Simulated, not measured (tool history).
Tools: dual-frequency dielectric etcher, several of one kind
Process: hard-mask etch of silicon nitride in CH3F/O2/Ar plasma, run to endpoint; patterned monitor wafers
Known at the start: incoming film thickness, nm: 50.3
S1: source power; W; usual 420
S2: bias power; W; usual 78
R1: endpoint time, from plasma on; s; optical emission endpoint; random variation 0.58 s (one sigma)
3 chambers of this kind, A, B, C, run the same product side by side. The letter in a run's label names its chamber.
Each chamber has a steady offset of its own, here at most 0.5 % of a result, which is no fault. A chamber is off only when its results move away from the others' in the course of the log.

run,hour,S1,S2,R1
1A,6.2,420,78,70.089
2C,14.2,420,78,69.046
3B,25.5,420,78,68.642
4A,34.1,420,78,69.810
5C,46.6,420,78,70.276
6B,57.9,380,86,69.232
7B,65.7,380,86,68.624
# hour 66.5: chamber B: wet clean of the chamber
8A,74.5,380,86,69.598
9C,82.5,420,78,69.767
# hour 93.3: chamber C: wet clean of the chamber
10C,94.1,420,78,68.974
11B,102.3,420,78,69.799
12A,114.3,420,78,68.836
13A,120.6,420,78,68.817
14C,128.7,420,78,70.477
15B,135.5,420,78,69.273
16C,144.5,330,78,76.027
17A,155.9,330,78,74.917
18B,168.3,330,78,75.257
19B,180.0,420,78,68.542
20C,189.6,420,78,69.747
21A,197.7,490,78,63.287
22A,207.5,490,78,63.860
23B,214.3,490,78,65.345
24C,223.5,420,78,70.668
25A,234.5,420,71,67.768
26B,240.8,420,71,71.707

Next, every chamber runs the same settings. What will each give?
27A,250.5,420,78,?
27B,250.5,420,78,?
27C,250.5,420,78,?

run,R1
27A,65.822
27B,69.538
27C,69.186

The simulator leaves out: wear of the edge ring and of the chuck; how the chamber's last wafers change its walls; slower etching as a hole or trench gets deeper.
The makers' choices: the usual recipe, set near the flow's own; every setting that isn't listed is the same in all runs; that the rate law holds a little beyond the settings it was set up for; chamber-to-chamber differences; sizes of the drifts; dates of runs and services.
